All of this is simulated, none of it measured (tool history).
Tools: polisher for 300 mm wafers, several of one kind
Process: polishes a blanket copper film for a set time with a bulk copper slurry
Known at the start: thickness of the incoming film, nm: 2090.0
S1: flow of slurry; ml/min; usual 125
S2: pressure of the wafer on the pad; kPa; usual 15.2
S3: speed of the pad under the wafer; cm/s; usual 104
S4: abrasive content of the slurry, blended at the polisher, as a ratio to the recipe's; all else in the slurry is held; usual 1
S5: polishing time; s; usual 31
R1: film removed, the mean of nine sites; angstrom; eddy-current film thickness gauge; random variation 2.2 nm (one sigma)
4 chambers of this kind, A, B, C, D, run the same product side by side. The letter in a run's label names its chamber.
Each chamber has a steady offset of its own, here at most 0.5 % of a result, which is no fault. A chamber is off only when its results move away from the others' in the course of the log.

run	hour	S1	S2	S3	S4	S5	R1
1B	5.8	125	15.2	104	1	31	1889.7
2A	11.2	125	15.2	104	1	31	1927.3
# hour 12: chamber B: worn pad replaced by a new one
3D	16.7	125	15.2	104	1	31	1896.1
# hour 20.5: chamber A: worn pad replaced by a new one
4C	21.7	125	15.2	104	1	31	1929.8
# hour 26.2: chamber D: worn pad replaced by a new one
5C	26.3	125	15.2	104	1	31	1888.1
6D	32.5	125	15.2	104	1	31	1858.3
7B	35.8	125	15.2	104	1	31	1915
8A	42	125	15.2	104	1	31	1926
9D	44.9	125	15.2	104	1	31	1949.5
# hour 45.7: chamber C: worn pad replaced by a new one
10B	48.7	125	15.2	104	1	31	1941.9
11C	51.6	125	15.2	104	1	31	1937.3
12A	57.1	125	15.2	104	1	31	1864.4
13B	61.5	125	15.2	104	1	31	1923.3
14A	65.6	125	15.2	104	1	31	1922.1
15D	71.4	125	15.2	104	1	31	1926.6
16C	76.7	125	15.2	104	1	31	1910.4
17A	81	125	15.2	104	1	31	1908.6
18D	87.3	125	15.2	104	1	31	1907.2
19B	90.6	125	15.2	104	1	31	1895
# hour 91.3: chamber C: head pressure recalibrated
20C	93.4	125	15.2	104	1	31	1907.8
21B	98.1	125	15.2	104	1	31	1907.7
22D	104.1	125	15.2	104	1	31	1933
23C	108.1	125	15.2	86	1	31	1584.2
# hour 110.2: chamber D: head pressure recalibrated
24A	111.3	125	15.2	86	1	31	1596.4
25B	115	125	15.2	86	1	31	1589.6
26A	120.2	125	15.2	86	1	31	1589.3
# hour 120.4: chamber D: slurry blender recalibrated
27C	126.4	125	15.2	104	1	31	1938.5
# hour 127.7: chamber A: worn pad replaced by a new one
28D	131.4	125	11	104	1	31	1380.1
# hour 131.7: chamber C: worn pad replaced by a new one
29C	137.6	125	11	104	1	31	1400.6
# hour 138: chamber B: worn pad replaced by a new one
30A	141.9	125	11	104	1	31	1395.7
31D	147	125	11	104	1	31	1384.3
32B	153	125	15.2	104	1	31	1929.2
33A	158.9	125	15.2	104	1	31	1896.2
# hour 160.7: chamber D: worn pad replaced by a new one
# hour 162.1: chamber C: slurry nozzle cleaned
34D	164.3	125	15.2	104	1	31	1939.5
# hour 167: chamber C: slurry blender recalibrated
35C	170.2	125	15.2	104	1	31	1957.7
36B	175.6	125	15.2	104	0.8	31	1851.2
37D	178.7	125	15.2	104	0.8	31	1862.7

All 4 chambers run these settings next. Forecast each chamber's results:
38A	183.3	125	15.2	104	1	31	?
38B	183.3	125	15.2	104	1	31	?
38C	183.3	125	15.2	104	1	31	?
38D	183.3	125	15.2	104	1	31	?

run	R1
38A	1927.8
38B	1955.3
38C	1902.9
38D	1926
